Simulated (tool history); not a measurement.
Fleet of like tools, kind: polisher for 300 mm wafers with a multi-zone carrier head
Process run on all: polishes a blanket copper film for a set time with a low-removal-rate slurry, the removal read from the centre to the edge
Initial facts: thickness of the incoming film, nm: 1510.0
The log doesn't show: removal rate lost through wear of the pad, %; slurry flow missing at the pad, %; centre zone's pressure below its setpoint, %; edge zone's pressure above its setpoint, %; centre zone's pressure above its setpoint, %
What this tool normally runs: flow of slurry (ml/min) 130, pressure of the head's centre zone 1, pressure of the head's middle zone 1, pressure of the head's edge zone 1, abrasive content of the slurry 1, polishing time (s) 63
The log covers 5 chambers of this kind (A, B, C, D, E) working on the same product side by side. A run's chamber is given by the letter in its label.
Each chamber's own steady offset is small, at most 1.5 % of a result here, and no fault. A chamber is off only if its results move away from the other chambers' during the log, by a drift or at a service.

| run | hour | flow of slurry (ml/min) | pressure of the head's centre zone | pressure of the head's middle zone | pressure of the head's edge zone | abrasive content of the slurry | polishing time (s) | wafers polished on this pad | hours since the slurry nozzle was cleaned | hours since the centre zone pressure was calibrated | hours since the edge zone pressure was calibrated | film removed at the wafer's centre (nm) | film removed at mid-radius (nm) | film removed at the wafer's edge (nm) |
|---|---|---|---|---|---|---|---|---|---|---|---|---|---|---|
| 1C | 5.7 | 130 | 1 | 1 | 1 | 1 | 63 | 374 | 144.2 | 420.1 | 784 | 194.1 | 198.17 | 195.49 |
|  | 9.4 | chamber A: centre zone pressure recalibrated |
| 2E | 11.8 | 130 | 1 | 1 | 1 | 1 | 63 | 527 | 239.2 | 713.9 | 101.1 | 192.11 | 192.8 | 192.43 |
|  | 19 | chamber E: worn pad replaced by a new one |
|  | 19.7 | chamber E: slurry nozzle cleaned |
| 3A | 21.2 | 130 | 1 | 1 | 1 | 1 | 63 | 605 | 234.2 | 11.8 | 567.2 | 194.41 | 190.5 | 195.8 |
|  | 27.1 | chamber C: worn pad replaced by a new one |
| 4D | 30.2 | 130 | 1 | 1 | 1 | 1 | 63 | 601 | 31.2 | 983.5 | 649.4 | 192.51 | 194.95 | 197.15 |
| 5B | 38.3 | 130 | 1 | 1 | 1 | 1 | 63 | 363 | 564.2 | 769.3 | 70 | 192.42 | 195.73 | 195.02 |
|  | 46.3 | chamber A: slurry nozzle cleaned |
| 6C | 47.1 | 165 | 1 | 1.09 | 1 | 1 | 63 | 173 | 185.6 | 461.5 | 825.4 | 204.8 | 223 | 198.64 |
| 7E | 55.1 | 165 | 1 | 1.09 | 1 | 1 | 63 | 313 | 35.4 | 757.2 | 144.4 | 201.27 | 219.46 | 204.06 |
| 8A | 59.7 | 165 | 1 | 1.09 | 1 | 1 | 63 | 940 | 13.4 | 50.3 | 605.7 | 200.06 | 222.51 | 198.35 |
| 9D | 66.3 | 165 | 1 | 1.09 | 1 | 1 | 63 | 915 | 67.3 | 1019.6 | 685.5 | 206.2 | 220.2 | 201.92 |
| 10B | 71.8 | 165 | 1 | 1.09 | 1 | 1 | 63 | 654 | 597.7 | 802.8 | 103.5 | 203.12 | 222.38 | 205.6 |
|  | 72.8 | chamber D: worn pad replaced by a new one |
|  | 75.7 | chamber C: slurry nozzle cleaned |
| 11C | 78.1 | 130 | 1 | 1 | 1 | 1 | 63 | 442 | 2.4 | 492.5 | 856.4 | 193.24 | 195.21 | 194.06 |
| 12A | 85.6 | 130 | 1 | 1 | 1 | 1 | 63 | 1165 | 39.3 | 76.2 | 631.6 | 192.77 | 192.6 | 190.53 |
| 13B | 93.8 | 130 | 1.04 | 0.93 | 1 | 1 | 63 | 845 | 619.7 | 824.8 | 125.5 | 199.91 | 183.33 | 194.4 |
|  | 98.3 | chamber B: worn pad replaced by a new one |
|  | 98.9 | chamber E: worn pad replaced by a new one |
|  | 100.4 | chamber C: worn pad replaced by a new one |
| 14D | 102.6 | 130 | 1.04 | 0.93 | 1 | 1 | 63 | 259 | 103.6 | 1055.9 | 721.8 | 204.89 | 184.54 | 195.13 |
| 15E | 111.5 | 130 | 1.04 | 0.93 | 1 | 1 | 63 | 109 | 91.8 | 813.6 | 200.8 | 199.38 | 180.76 | 191.33 |
| 16C | 118.2 | 130 | 1.04 | 0.93 | 1 | 1 | 63 | 155 | 42.5 | 532.6 | 896.5 | 197.65 | 184.63 | 194.56 |
| 17E | 124.2 | 130 | 1.04 | 0.93 | 1 | 1 | 63 | 219 | 104.5 | 826.3 | 213.5 | 201.87 | 180.19 | 192.63 |
| 18A | 132.7 | 130 | 1 | 1 | 1 | 1 | 63 | 1573 | 86.4 | 123.3 | 678.7 | 190.61 | 188.72 | 191.69 |
| 19B | 142.2 | 130 | 1 | 1 | 1 | 1 | 63 | 381 | 668.1 | 873.2 | 173.9 | 191.03 | 194.93 | 197.66 |
|  | 144.3 | chamber B: centre zone pressure recalibrated |
| 20D | 149.4 | 130 | 1 | 1 | 1 | 1 | 63 | 665 | 150.4 | 1102.7 | 768.6 | 198.06 | 195.65 | 190.98 |
| 21C | 155.1 | 130 | 1 | 1 | 1 | 1 | 63 | 475 | 79.4 | 569.5 | 933.4 | 195.91 | 196.38 | 195.31 |
|  | 156.6 | chamber C: worn pad replaced by a new one |
| 22E | 164.8 | 130 | 1 | 1 | 0.96 | 1 | 63 | 572 | 145.1 | 866.9 | 254.1 | 192.88 | 188.65 | 186.62 |
|  | 168.3 | chamber E: worn pad replaced by a new one |
| 23D | 170 | 130 | 1 | 1 | 0.96 | 1 | 63 | 844 | 171 | 1123.3 | 789.2 | 194.21 | 195.75 | 188.58 |
| 24B | 180.1 | 130 | 1 | 1 | 0.96 | 1 | 63 | 710 | 706 | 35.9 | 211.8 | 193.96 | 195.63 | 192 |
|  | 183.4 | chamber B: worn pad replaced by a new one |
|  | 183.9 | chamber D: worn pad replaced by a new one |
| 25A | 185.7 | 130 | 1 | 1 | 0.96 | 1 | 63 | 2034 | 139.4 | 176.3 | 731.7 | 185.22 | 187.75 | 185.97 |
| 26E | 190.9 | 130 | 1 | 1 | 0.96 | 1 | 63 | 196 | 171.2 | 893 | 280.2 | 194.19 | 191.34 | 188.26 |
|  | 191.4 | chamber B: slurry nozzle cleaned |
| 27A | 200.4 | 130 | 1 | 1 | 1 | 1 | 63 | 2161 | 154.1 | 191 | 746.4 | 185.81 | 185.05 | 188.21 |
| 28C | 207.2 | 130 | 1 | 1 | 1 | 1 | 63 | 439 | 131.5 | 621.6 | 985.5 | 192.36 | 196.24 | 190.73 |
| 29D | 215.8 | 130 | 1 | 1 | 1 | 1 | 63 | 277 | 216.8 | 1169.1 | 835 | 198.97 | 196.28 | 197.86 |
|  | 219.2 | chamber C: worn pad replaced by a new one |
| 30B | 223.2 | 130 | 1 | 1 | 1 | 1 | 63 | 346 | 31.8 | 79 | 254.9 | 190.56 | 194.94 | 194.77 |
| 31D | 227.9 | 130 | 1 | 1 | 1 | 1 | 63 | 382 | 228.9 | 1181.2 | 847.1 | 197.36 | 193.31 | 197.46 |
| 32B | 236.1 | 130 | 1 | 1 | 1 | 1 | 63 | 458 | 44.7 | 91.9 | 267.8 | 194.53 | 196.22 | 191.47 |
| 33E | 243.4 | 130 | 1 | 1 | 1 | 1 | 63 | 652 | 223.7 | 945.5 | 332.7 | 193.99 | 190.92 | 196.18 |
|  | 246.3 | chamber E: worn pad replaced by a new one |
| 34A | 249.9 | 130 | 1 | 1 | 1 | 1 | 63 | 2591 | 203.6 | 240.5 | 795.9 | 181.62 | 184.73 | 185.08 |
|  | 252.9 | chamber E: slurry nozzle cleaned |
|  | 253.9 | chamber A: edge zone pressure recalibrated |
| 35C | 255 | 130 | 1 | 1 | 1 | 1 | 63 | 311 | 179.3 | 669.4 | 1033.3 | 193.63 | 193.37 | 193.39 |
| 36A | 262.6 | 130 | 1 | 1 | 1 | 1 | 63 | 2701 | 216.3 | 253.2 | 8.7 | 183.76 | 181.05 | 184.9 |
| 37C | 268.5 | 130 | 1.04 | 0.88 | 1 | 1 | 63 | 428 | 192.8 | 682.9 | 1046.8 | 201.47 | 172.84 | 193.44 |
|  | 269.6 | chamber B: worn pad replaced by a new one |
| 38D | 276.9 | 130 | 1.04 | 0.88 | 1 | 1 | 63 | 808 | 277.9 | 1230.2 | 896.1 | 204.27 | 173.56 | 197.84 |
| 39E | 286.5 | 130 | 1.04 | 0.88 | 1 | 1 | 63 | 349 | 33.7 | 988.6 | 375.8 | 201.4 | 172.3 | 190.86 |
| 40B | 293.2 | 130 | 1.04 | 0.88 | 1 | 1 | 63 | 205 | 101.8 | 149 | 324.9 | 201.05 | 173.56 | 197.8 |
| 41B | 300 | 130 | 1.04 | 0.88 | 1 | 1 | 63 | 264 | 108.6 | 155.8 | 331.7 | 197.59 | 173.67 | 193.66 |

Is one chamber out of step, is the gauge drifting, or do the chambers differ by no more than their own small offsets? For an off chamber, give its letter and the likeliest cause.

One chamber, A, drifts off from the rest bit by bit.
Likeliest cause: removal rate lost through wear of the pad, % = 5.88.

Which of the 4 candidates below, each the usual settings with something changed and its results left as question marks, puts chamber A back in line with what the other chambers give on the usual settings?
To be in line, a result may differ from the other chambers' mean on the usual settings by at most: film removed at the wafer's centre (nm) 6.8; film removed at mid-radius (nm) 5; film removed at the wafer's edge (nm) 8.3
| 42A-1 | 307.2 | 130 | 1 | 1 | 1 | 1 | 62 |  |  |  |  | ? | ? | ? |
| 42A-2 | 307.2 | 130 | 1 | 1 | 1 | 1 | 67 |  |  |  |  | ? | ? | ? |
| 42A-3 | 307.2 | 130 | 1 | 1 | 1 | 1 | 59 |  |  |  |  | ? | ? | ? |
| 42A-4 | 307.2 | 130 | 1 | 1 | 1 | 1 | 64 |  |  |  |  | ? | ? | ? |

Usual-settings mean across the other chambers: film removed at the wafer's centre (nm) 193.59; film removed at mid-radius (nm) 194.84; film removed at the wafer's edge (nm) 194.56
| run | film removed at the wafer's centre (nm) | film removed at mid-radius (nm) | film removed at the wafer's edge (nm) |
|---|---|---|---|
| 42A-1 | 178.5 | 179.16 | 179.93 |
| 42A-2 | 192.9 | 193.61 | 194.44 |
| 42A-3 | 169.86 | 170.49 | 171.23 |
| 42A-4 | 184.26 | 184.94 | 185.74 |
42A-2 puts the chamber back in line with the other chambers.
